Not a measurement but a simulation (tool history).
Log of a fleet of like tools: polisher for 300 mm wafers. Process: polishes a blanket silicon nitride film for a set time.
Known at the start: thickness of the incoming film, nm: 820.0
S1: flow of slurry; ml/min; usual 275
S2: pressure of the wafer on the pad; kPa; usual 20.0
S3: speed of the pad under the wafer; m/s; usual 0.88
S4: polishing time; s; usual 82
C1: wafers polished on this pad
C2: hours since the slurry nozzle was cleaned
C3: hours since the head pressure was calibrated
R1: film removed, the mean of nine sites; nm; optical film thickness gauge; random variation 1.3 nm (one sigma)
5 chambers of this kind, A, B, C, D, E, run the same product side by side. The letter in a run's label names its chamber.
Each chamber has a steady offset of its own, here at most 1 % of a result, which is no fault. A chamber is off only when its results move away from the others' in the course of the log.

run	day	S1	S2	S3	S4	C1	C2	C3	R1
# day 0.292: chamber B: worn pad replaced by a new one
1D	0.671	275	20.0	0.88	82	108	151.6	214.4	106.100
2B	1.350	275	20.0	0.88	82	160	64.6	107.3	111.450
3A	1.975	275	20.0	0.88	82	542	215.0	529.7	108.000
# day 2.429: chamber A: slurry nozzle cleaned
4C	2.512	275	20.0	0.88	82	1258	137.2	109.2	106.590
5E	2.921	275	20.0	0.88	82	828	204.2	1127.6	106.340
6A	3.454	275	20.0	0.88	82	766	24.7	565.2	106.820
7B	3.967	275	20.0	0.88	82	557	127.4	170.1	110.360
# day 3.979: chamber D: worn pad replaced by a new one
# day 4.000: chamber C: worn pad replaced by a new one
# day 4.083: chamber A: worn pad replaced by a new one
8C	4.592	275	20.0	0.88	82	90	187.1	159.1	108.450
9E	5.158	275	20.0	0.88	82	1167	257.9	1181.3	104.840
10D	5.638	275	20.0	0.88	82	251	270.8	333.6	104.930
# day 5.667: chamber E: head pressure recalibrated
11B	5.954	235	20.0	0.88	62	858	175.1	217.8	80.001
# day 6.046: chamber B: worn pad replaced by a new one
# day 6.304: chamber E: worn pad replaced by a new one
12D	6.312	235	20.0	0.88	62	354	287.0	349.8	78.986
13A	6.775	235	20.0	0.88	62	407	104.4	644.9	79.716
14E	7.088	235	20.0	0.88	62	118	304.2	34.1	88.303
15C	7.521	235	20.0	0.88	62	533	257.4	229.4	79.136
# day 7.688: chamber D: worn pad replaced by a new one
16B	7.817	275	20.0	0.88	82	268	219.8	262.5	106.020
17C	8.162	275	20.0	0.88	82	631	272.8	244.8	106.890
18D	8.604	275	20.0	0.88	82	139	342.0	404.8	107.450
# day 8.712: chamber A: worn pad replaced by a new one
19E	8.971	275	20.0	0.88	82	404	349.4	79.3	117.870
20A	9.625	275	20.0	0.88	82	138	172.8	713.3	107.830
21E	10.279	275	20.0	0.88	82	602	380.8	110.7	118.210
22A	10.650	275	20.0	0.88	82	293	197.4	737.9	105.440
# day 10.717: chamber C: slurry nozzle cleaned
23C	11.025	275	20.0	0.88	82	1064	7.5	313.5	108.440
# day 11.125: chamber A: slurry nozzle cleaned
# day 11.167: chamber B: worn pad replaced by a new one
# day 11.304: chamber D: worn pad replaced by a new one
24B	11.388	275	20.0	0.88	82	33	305.5	348.2	105.690
25D	11.725	365	20.0	0.88	82	64	416.9	479.7	107.890
# day 11.817: chamber C: worn pad replaced by a new one
26C	12.108	365	20.0	0.88	82	44	33.5	339.5	110.960
# day 12.679: chamber A: head pressure recalibrated
27E	12.750	365	20.0	0.88	82	977	440.1	170.0	124.260
28D	13.267	365	20.0	0.88	82	298	453.9	516.7	106.910
29B	13.800	365	20.0	0.88	82	399	363.4	406.1	110.560
# day 13.979: chamber E: worn pad replaced by a new one
# day 14.129: chamber A: worn pad replaced by a new one
30A	14.412	275	20.0	0.88	82	43	79.0	41.6	105.100
# day 14.504: chamber D: worn pad replaced by a new one
31D	15.021	275	20.0	0.88	82	78	496.0	558.8	106.880
32A	15.475	275	20.0	0.88	82	204	104.5	67.1	106.690
33E	16.046	275	20.0	0.88	82	313	519.2	249.1	116.890
# day 16.079: chamber D: slurry nozzle cleaned
# day 16.312: chamber B: worn pad replaced by a new one
34C	16.371	275	20.0	0.88	82	690	135.8	441.8	108.790
35B	16.775	310	23.4	0.88	82	70	434.8	477.5	126.590
36C	17.438	310	23.4	0.88	82	852	161.4	467.4	128.500
37D	17.900	310	23.4	0.88	82	514	43.8	627.9	125.470

What goes on in this fleet: one chamber off, a drifting gauge, or nothing beyond the chambers' own small offsets? Name the chamber and the cause, if any.

A service left chamber E off against the others.
Cause: head's pressure above its setpoint, % = 10.7.

Here are 4 candidates for chamber E's next run, each the usual settings with a change, their results left as question marks. Which one brings its results back in line with what the others give on the usual settings?
In line means no further than this from the other chambers' mean on the usual settings: R1 4.600 nm
38E-1	18.388	275	19.3	0.86	79				?
38E-2	18.388	275	19.3	0.88	82				?
38E-3	18.388	275	21.4	0.92	82				?
38E-4	18.388	275	20.0	0.88	83				?

The other chambers' mean on the usual settings: R1 106.340 nm
run	R1
38E-1	107.530
38E-2	113.680
38E-3	130.470
38E-4	119.200
38E-1 brings the chamber back in line.

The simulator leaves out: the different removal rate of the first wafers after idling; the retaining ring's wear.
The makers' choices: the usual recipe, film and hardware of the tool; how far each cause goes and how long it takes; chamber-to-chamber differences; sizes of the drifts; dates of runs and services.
